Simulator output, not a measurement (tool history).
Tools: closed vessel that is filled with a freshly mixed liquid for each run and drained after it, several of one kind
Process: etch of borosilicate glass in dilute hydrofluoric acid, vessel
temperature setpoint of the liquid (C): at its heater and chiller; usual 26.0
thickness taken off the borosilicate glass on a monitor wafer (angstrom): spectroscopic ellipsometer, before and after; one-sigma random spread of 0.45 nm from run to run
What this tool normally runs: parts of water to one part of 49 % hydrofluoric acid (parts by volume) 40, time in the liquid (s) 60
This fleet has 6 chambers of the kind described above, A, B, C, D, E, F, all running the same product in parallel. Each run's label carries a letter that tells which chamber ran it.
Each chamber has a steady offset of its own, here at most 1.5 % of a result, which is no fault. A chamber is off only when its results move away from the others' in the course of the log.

| run | hour | temperature setpoint of the liquid (C) | parts of water to one part of 49 % hydrofluoric acid (parts by volume) | time in the liquid (s) | hours since the thermometer was replaced | hours since the hydrofluoric acid flow meter was replaced | read-back film thickness of the borosilicate glass reference wafer, read on the same gauge (nm) | thickness taken off the borosilicate glass on a monitor wafer (angstrom) |
|---|---|---|---|---|---|---|---|---|
| 1E | 4.9 | 26.0 | 40 | 60 | 190.7 | 201.9 | 99.995 | 640.11 |
| 2C | 11.6 | 26.0 | 40 | 60 | 576.3 | 376.0 | 100.010 | 644.04 |
| 3B | 15.7 | 26.0 | 40 | 60 | 360.8 | 1845.4 | 100.010 | 639.29 |
| 4A | 19.5 | 26.0 | 40 | 60 | 2144.5 | 1144.8 | 99.989 | 631.43 |
| 5D | 23.8 | 26.0 | 40 | 60 | 1359.1 | 1306.5 | 100.010 | 653.12 |
| 6F | 29.3 | 26.0 | 55 | 60 | 37.7 | 663.4 | 100.030 | 457.43 |
| 7F | 34.0 | 26.0 | 55 | 60 | 42.4 | 668.1 | 99.997 | 460.82 |
| 8D | 37.6 | 26.0 | 55 | 60 | 1372.9 | 1320.3 | 99.984 | 456.79 |
|  | 41.4 | chamber B: hydrofluoric acid flow meter replaced |
| 9A | 45.1 | 26.0 | 55 | 60 | 2170.1 | 1170.4 | 100.030 | 444.48 |
| 10E | 52.5 | 26.0 | 55 | 60 | 238.3 | 249.5 | 100.020 | 454.29 |
| 11C | 58.9 | 26.0 | 55 | 60 | 623.6 | 423.3 | 99.971 | 457.52 |
| 12B | 65.0 | 26.0 | 40 | 60 | 410.1 | 23.7 | 99.999 | 641.53 |
| 13E | 71.6 | 26.0 | 40 | 60 | 257.4 | 268.6 | 99.997 | 643.80 |
| 14A | 75.5 | 26.0 | 40 | 60 | 2200.5 | 1200.8 | 100.020 | 635.70 |
| 15B | 80.8 | 26.0 | 40 | 60 | 425.9 | 39.5 | 100.010 | 643.03 |
| 16F | 87.7 | 26.0 | 40 | 60 | 96.1 | 721.8 | 100.010 | 636.43 |
| 17D | 92.2 | 26.0 | 40 | 60 | 1427.5 | 1374.9 | 100.000 | 644.00 |
| 18C | 98.9 | 26.0 | 40 | 60 | 663.6 | 463.3 | 100.010 | 634.87 |
| 19C | 102.7 | 30.0 | 40 | 60 | 667.4 | 467.1 | 99.995 | 749.65 |
| 20E | 106.2 | 30.0 | 40 | 60 | 292.0 | 303.2 | 99.969 | 747.56 |
| 21B | 112.5 | 30.0 | 40 | 60 | 457.6 | 71.2 | 99.980 | 748.61 |
| 22D | 117.9 | 30.0 | 40 | 60 | 1453.2 | 1400.6 | 99.971 | 755.07 |
| 23F | 123.3 | 30.0 | 40 | 60 | 131.7 | 757.4 | 99.989 | 750.74 |
| 24A | 130.3 | 30.0 | 40 | 60 | 2255.3 | 1255.6 | 99.989 | 750.19 |
| 25A | 134.5 | 26.0 | 40 | 60 | 2259.5 | 1259.8 | 99.974 | 646.01 |
| 26F | 142.0 | 26.0 | 40 | 60 | 150.4 | 776.1 | 100.020 | 647.15 |
| 27C | 147.1 | 26.0 | 40 | 60 | 711.8 | 511.5 | 100.020 | 639.96 |
| 28B | 151.2 | 26.0 | 40 | 60 | 496.3 | 109.9 | 100.010 | 641.12 |
| 29E | 156.0 | 26.0 | 40 | 60 | 341.8 | 353.0 | 99.986 | 638.25 |
| 30D | 162.2 | 26.0 | 40 | 60 | 1497.5 | 1444.9 | 99.977 | 644.16 |
| 31C | 167.4 | 26.0 | 40 | 60 | 732.1 | 531.8 | 100.040 | 641.28 |
| 32F | 174.0 | 26.0 | 40 | 60 | 182.4 | 808.1 | 99.994 | 647.73 |
| 33E | 181.0 | 26.0 | 40 | 60 | 366.8 | 378.0 | 100.010 | 642.71 |
| 34A | 186.2 | 26.0 | 40 | 60 | 2311.2 | 1311.5 | 99.997 | 653.53 |
|  | 189.6 | chamber A: thermometer replaced |
| 35B | 190.1 | 26.0 | 40 | 60 | 535.2 | 148.8 | 99.982 | 642.86 |
| 36D | 194.8 | 21.5 | 40 | 75 | 1530.1 | 1477.5 | 100.030 | 658.97 |
|  | 196.3 | chamber C: hydrofluoric acid flow meter replaced |
| 37B | 201.8 | 21.5 | 40 | 75 | 546.9 | 160.5 | 100.030 | 661.08 |
| 38A | 209.1 | 21.5 | 40 | 75 | 19.6 | 1334.4 | 100.020 | 691.66 |
| 39F | 216.5 | 21.5 | 40 | 75 | 224.9 | 850.6 | 100.000 | 669.58 |
| 40C | 224.0 | 21.5 | 40 | 75 | 788.7 | 27.8 | 99.985 | 663.84 |

Which is it: a chamber that has drifted or been left off by a service, a gauge drift common to all chambers, or only each chamber's usual small offset? If a chamber is off, name it and its likeliest cause.

One chamber, A, drifts off from the rest bit by bit.
Cause: hydrofluoric acid flow above the setpoint (%) = 5.23.

Below are 4 candidate recipes for chamber A's next run, each the usual settings with a change, their results shown as question marks. Which of them brings A's results back in line with what the other chambers give on the usual settings?
A result is in line if it is within this distance of the other chambers' mean on the usual settings: thickness taken off the borosilicate glass on a monitor wafer (angstrom) 16.00
| 41A-1 | 229.5 | 26.0 | 40 | 65 |  |  |  | ? |
| 41A-2 | 229.5 | 27.0 | 40 | 60 |  |  |  | ? |
| 41A-3 | 229.5 | 24.0 | 40 | 60 |  |  |  | ? |
| 41A-4 | 229.5 | 25.0 | 40 | 60 |  |  |  | ? |

On the usual settings, the other chambers give on average: thickness taken off the borosilicate glass on a monitor wafer (angstrom) 642.67
| run | thickness taken off the borosilicate glass on a monitor wafer (angstrom) |
|---|---|
| 41A-1 | 720.98 |
| 41A-2 | 692.94 |
| 41A-3 | 613.34 |
| 41A-4 | 638.99 |
It is 41A-4 that realigns the chamber with its peers.
